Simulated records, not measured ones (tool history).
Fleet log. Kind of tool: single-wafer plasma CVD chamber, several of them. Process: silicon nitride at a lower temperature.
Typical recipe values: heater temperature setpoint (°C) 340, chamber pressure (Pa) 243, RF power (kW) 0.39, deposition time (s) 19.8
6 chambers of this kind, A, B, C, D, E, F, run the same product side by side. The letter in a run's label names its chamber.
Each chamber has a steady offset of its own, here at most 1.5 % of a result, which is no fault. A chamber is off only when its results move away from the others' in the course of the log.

run	hour	heater temperature setpoint (°C)	chamber pressure (Pa)	RF power (kW)	deposition time (s)	read-back reference wafer on the same gauge, thickness_nm	mean film thickness on the monitor wafer (angstrom)
1F	8	340	243	0.39	19.8	31.324	287.28
2E	14.8	340	243	0.39	19.8	31.288	286.86
3B	21.2	340	243	0.39	19.8	31.309	291.87
4C	30.6	340	243	0.39	19.8	31.287	284.35
5A	39.9	340	243	0.39	19.8	31.299	286.9
6D	46.3	340	243	0.39	21.6	31.314	312.79
7A	51.7	340	243	0.39	21.6	31.308	313.22
8D	61.4	340	243	0.39	21.6	31.309	310.44
9C	67.7	340	243	0.39	21.6	31.301	310.43
10E	72.3	340	243	0.39	21.6	31.313	313.67
11F	80.4	340	243	0.39	21.6	31.304	311.05
12B	86.7	340	243	0.39	19.8	31.29	288.51
13A	91.5	340	243	0.39	19.8	31.324	287.91
14F	96.5	340	243	0.39	19.8	31.309	287.75
# hour 101.6: chamber C: thermocouple changed; heater temperature recalibrated
15E	102.5	340	243	0.39	19.8	31.305	287.66
16B	111.7	340	243	0.39	19.8	31.293	287.02
17D	117.8	340	243	0.39	19.8	31.287	286.05
18C	125.7	340	243	0.39	19.8	31.302	287.4
19B	131.3	336	243	0.39	19.8	31.312	288.54
20A	139.2	336	243	0.39	19.8	31.306	286.91
21C	148.2	336	243	0.39	19.8	31.302	287.23
22D	156.4	336	243	0.39	19.8	31.3	287.67
# hour 157.4: chamber D: RF generator calibrated
23F	165.7	336	243	0.39	19.8	31.289	287.9
24E	170.5	336	243	0.39	19.8	31.295	286.8
25F	178.3	340	243	0.39	19.8	31.313	286.97
26B	183.1	340	243	0.39	19.8	31.333	282.98
# hour 184.4: chamber E: RF generator calibrated
27D	187.6	340	243	0.39	19.8	31.313	286.81
# hour 195.2: chamber C: capacitance manometer re-zeroed and calibrated
28A	196.4	340	243	0.39	19.8	31.308	286.24
29C	204.6	340	243	0.36	19.8	31.311	273.22
30E	214.3	340	243	0.36	19.8	31.308	273.95
# hour 216.8: chamber E: capacitance manometer re-zeroed and calibrated
31B	221.9	340	243	0.36	19.8	31.284	268.84
32E	229.6	340	243	0.36	19.8	31.275	273.76
33C	237.2	340	243	0.36	19.8	31.319	272.98
34A	246.5	340	243	0.36	19.8	31.296	272.99
35D	256.1	340	243	0.39	19.8	31.3	286.8
36F	262.3	340	243	0.39	19.8	31.293	285.21
37D	271.6	340	243	0.39	19.8	31.32	286.3
38C	277.1	340	243	0.39	19.8	31.304	285.67
39B	285.8	340	243	0.39	19.8	31.282	278.86
40A	293	340	243	0.39	19.8	31.307	286.71
41F	299.7	340	243	0.39	19.8	31.31	287.86
42E	305.9	340	243	0.39	19.8	31.286	287.35

Read the log: is a single chamber off, either drifting away or since a service, is the gauge that measures every chamber drifting, or is nothing wrong beyond small per-chamber offsets? Name any odd chamber and what most likely caused it.

Little by little, chamber B moves away from the other chambers.
Most likely cause: delivered RF power below the setpoint (%) = 6.24.

Which of the 4 candidates below, each the usual settings with something changed and its results left as question marks, puts chamber B back in line with what the other chambers give on the usual settings?
A result is in line if it is within this distance of the other chambers' mean on the usual settings: mean film thickness on the monitor wafer (angstrom) 3.3
43B-1	313.2	340	240	0.39	19.3		?
43B-2	313.2	339	268	0.39	19.8		?
43B-3	313.2	340	243	0.39	19.9		?
43B-4	313.2	340	243	0.385	19.8		?

The mean the other chambers reach with the usual settings: mean film thickness on the monitor wafer (angstrom) 286.67
run	mean film thickness on the monitor wafer (angstrom)
43B-1	270.63
43B-2	286.03
43B-3	279.86
43B-4	276.11
43B-2 puts the chamber back in line with the other chambers.

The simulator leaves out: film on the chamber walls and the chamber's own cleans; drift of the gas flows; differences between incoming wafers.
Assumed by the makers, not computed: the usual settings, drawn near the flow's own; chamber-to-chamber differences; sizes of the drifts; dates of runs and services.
